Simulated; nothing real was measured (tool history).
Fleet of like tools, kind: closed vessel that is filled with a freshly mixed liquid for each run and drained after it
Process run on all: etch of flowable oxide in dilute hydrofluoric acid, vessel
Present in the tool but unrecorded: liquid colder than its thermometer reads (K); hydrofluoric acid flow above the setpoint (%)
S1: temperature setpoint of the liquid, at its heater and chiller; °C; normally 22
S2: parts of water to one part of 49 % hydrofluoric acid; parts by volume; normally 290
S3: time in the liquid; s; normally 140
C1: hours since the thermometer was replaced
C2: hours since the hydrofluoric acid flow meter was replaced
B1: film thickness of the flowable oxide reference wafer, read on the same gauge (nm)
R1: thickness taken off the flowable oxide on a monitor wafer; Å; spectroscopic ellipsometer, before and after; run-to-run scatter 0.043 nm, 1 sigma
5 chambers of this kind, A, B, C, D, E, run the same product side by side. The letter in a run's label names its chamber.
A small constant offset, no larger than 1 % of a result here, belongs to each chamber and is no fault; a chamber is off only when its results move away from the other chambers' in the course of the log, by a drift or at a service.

{"run": "1E", "hour": 7.6, "S1": 22, "S2": 290, "S3": 140, "C1": 156.9, "C2": 198.7, "B1": 130, "R1": 86.014}
{"run": "2B", "hour": 14.8, "S1": 22, "S2": 290, "S3": 140, "C1": 497, "C2": 621.9, "B1": 130.01, "R1": 86.68}
{"run": "3A", "hour": 21.9, "S1": 22, "S2": 290, "S3": 140, "C1": 1225.4, "C2": 103.7, "B1": 129.98, "R1": 87.119}
{"run": "4C", "hour": 26.1, "S1": 22, "S2": 290, "S3": 140, "C1": 2610.8, "C2": 1076.6, "B1": 130.01, "R1": 86.701}
{"run": "5D", "hour": 31.0, "S1": 22, "S2": 290, "S3": 140, "C1": 774.6, "C2": 1268.5, "B1": 130.01, "R1": 86.366}
{"run": "6B", "hour": 36.7, "S1": 22, "S2": 290, "S3": 140, "C1": 518.9, "C2": 643.8, "B1": 130, "R1": 86.55}
{"run": "7D", "hour": 41.1, "S1": 22, "S2": 290, "S3": 140, "C1": 784.7, "C2": 1278.6, "B1": 130.01, "R1": 86.574}
{"run": "8E", "hour": 45.9, "S1": 22, "S2": 290, "S3": 140, "C1": 195.2, "C2": 237, "B1": 130, "R1": 86.964}
{"run": "9A", "hour": 49.8, "S1": 22, "S2": 290, "S3": 140, "C1": 1253.3, "C2": 131.6, "B1": 129.99, "R1": 86.265}
{"run": "10C", "hour": 54.5, "S1": 22, "S2": 420, "S3": 185, "C1": 2639.2, "C2": 1105, "B1": 129.99, "R1": 69.688}
{"run": "11E", "hour": 61.2, "S1": 22, "S2": 420, "S3": 185, "C1": 210.5, "C2": 252.3, "B1": 129.98, "R1": 69.749}
{"run": "12A", "hour": 69.0, "S1": 22, "S2": 420, "S3": 185, "C1": 1272.5, "C2": 150.8, "B1": 129.99, "R1": 70.621}
{"run": "13D", "hour": 74.3, "S1": 22, "S2": 420, "S3": 185, "C1": 817.9, "C2": 1311.8, "B1": 129.99, "R1": 69.984}
{"run": "14C", "hour": 81.8, "S1": 22, "S2": 420, "S3": 185, "C1": 2666.5, "C2": 1132.3, "B1": 130.01, "R1": 69.686}
{"run": "15B", "hour": 89.0, "S1": 22, "S2": 290, "S3": 140, "C1": 571.2, "C2": 696.1, "B1": 130, "R1": 84.492}
{"run": "16C", "hour": 93.9, "S1": 22, "S2": 290, "S3": 140, "C1": 2678.6, "C2": 1144.4, "B1": 130.03, "R1": 86.866}
{"run": "17D", "hour": 100.6, "S1": 22, "S2": 290, "S3": 140, "C1": 844.2, "C2": 1338.1, "B1": 129.99, "R1": 86.312}
{"run": "18B", "hour": 106.2, "S1": 17.5, "S2": 290, "S3": 140, "C1": 588.4, "C2": 713.3, "B1": 130, "R1": 71.276}
{"run": "19E", "hour": 110.8, "S1": 17.5, "S2": 290, "S3": 140, "C1": 260.1, "C2": 301.9, "B1": 130.01, "R1": 73.127}
{"run": "20A", "hour": 116.2, "S1": 17.5, "S2": 290, "S3": 140, "C1": 1319.7, "C2": 198, "B1": 130, "R1": 73.156}
{"run": "21E", "hour": 120.2, "S1": 17.5, "S2": 290, "S3": 140, "C1": 269.5, "C2": 311.3, "B1": 130, "R1": 72.749}
{"run": "22B", "hour": 127.7, "S1": 17.5, "S2": 290, "S3": 140, "C1": 609.9, "C2": 734.8, "B1": 129.99, "R1": 70.972}
{"run": "23A", "hour": 133.9, "S1": 22, "S2": 290, "S3": 140, "C1": 1337.4, "C2": 215.7, "B1": 130, "R1": 86.542}
{"run": "24D", "hour": 139.3, "S1": 22, "S2": 290, "S3": 140, "C1": 882.9, "C2": 1376.8, "B1": 130.01, "R1": 86.222}
{"run": "25C", "hour": 147.0, "S1": 22, "S2": 290, "S3": 140, "C1": 2731.7, "C2": 1197.5, "B1": 130.01, "R1": 86.523}
{"run": "26D", "hour": 150.4, "S1": 22, "S2": 290, "S3": 140, "C1": 894, "C2": 1387.9, "B1": 130.02, "R1": 86.253}
{"run": "27A", "hour": 155.9, "S1": 22, "S2": 290, "S3": 140, "C1": 1359.4, "C2": 237.7, "B1": 130.03, "R1": 86.212}
{"hour": 158.2, "done": "chamber B: hydrofluoric acid flow meter replaced"}
{"run": "28B", "hour": 161.6, "S1": 22, "S2": 290, "S3": 140, "C1": 643.8, "C2": 3.4, "B1": 130, "R1": 82.248}
{"run": "29E", "hour": 169.1, "S1": 22, "S2": 290, "S3": 140, "C1": 318.4, "C2": 360.2, "B1": 130, "R1": 87.174}
{"run": "30C", "hour": 174.6, "S1": 22, "S2": 290, "S3": 140, "C1": 2759.3, "C2": 1225.1, "B1": 130, "R1": 86.537}
{"hour": 178.9, "done": "chamber D: hydrofluoric acid flow meter replaced"}
{"run": "31D", "hour": 182.4, "S1": 22, "S2": 290, "S3": 140, "C1": 926, "C2": 3.5, "B1": 129.97, "R1": 85.716}
{"run": "32C", "hour": 186.0, "S1": 22, "S2": 290, "S3": 140, "C1": 2770.7, "C2": 1236.5, "B1": 130.01, "R1": 86.106}
{"run": "33E", "hour": 191.6, "S1": 22, "S2": 290, "S3": 140, "C1": 340.9, "C2": 382.7, "B1": 129.99, "R1": 86.085}
{"run": "34B", "hour": 197.8, "S1": 22, "S2": 290, "S3": 140, "C1": 680, "C2": 39.6, "B1": 130.02, "R1": 82.149}
{"run": "35A", "hour": 205.5, "S1": 22, "S2": 290, "S3": 100, "C1": 1409, "C2": 287.3, "B1": 129.98, "R1": 62.084}
{"run": "36E", "hour": 209.7, "S1": 22, "S2": 290, "S3": 100, "C1": 359, "C2": 400.8, "B1": 129.96, "R1": 61.4}
{"run": "37A", "hour": 217.4, "S1": 22, "S2": 290, "S3": 100, "C1": 1420.9, "C2": 299.2, "B1": 129.99, "R1": 61.827}
{"run": "38D", "hour": 223.6, "S1": 22, "S2": 290, "S3": 100, "C1": 967.2, "C2": 44.7, "B1": 129.98, "R1": 60.564}
{"run": "39C", "hour": 230.0, "S1": 22, "S2": 290, "S3": 100, "C1": 2814.7, "C2": 1280.5, "B1": 130.01, "R1": 61.592}

Is one chamber out of step, is the gauge drifting, or do the chambers differ by no more than their own small offsets? For an off chamber, give its letter and the likeliest cause.

Little by little, chamber B moves away from the other chambers.
Likeliest cause: liquid colder than its thermometer reads (K) = 1.83.

Here are 4 candidates for chamber B's next run, each the usual settings with a change, their results left as question marks. Which one brings its results back in line with what the others give on the usual settings?
To be in line, a result may differ from the other chambers' mean on the usual settings by at most: R1 1.5 Å
{"run": "40B-1", "hour": 235.6, "S1": 23, "S2": 290, "S3": 140, "R1": "?"}
{"run": "40B-2", "hour": 235.6, "S1": 20, "S2": 290, "S3": 140, "R1": "?"}
{"run": "40B-3", "hour": 235.6, "S1": 21, "S2": 290, "S3": 140, "R1": "?"}
{"run": "40B-4", "hour": 235.6, "S1": 22, "S2": 290, "S3": 150, "R1": "?"}

The mean the other chambers reach with the usual settings: R1 86.234 Å
run=40B-1 R1=83.647
run=40B-2 R1=74.836
run=40B-3 R1=77.709
run=40B-4 R1=86.386
40B-4 puts the chamber back in line with the other chambers.

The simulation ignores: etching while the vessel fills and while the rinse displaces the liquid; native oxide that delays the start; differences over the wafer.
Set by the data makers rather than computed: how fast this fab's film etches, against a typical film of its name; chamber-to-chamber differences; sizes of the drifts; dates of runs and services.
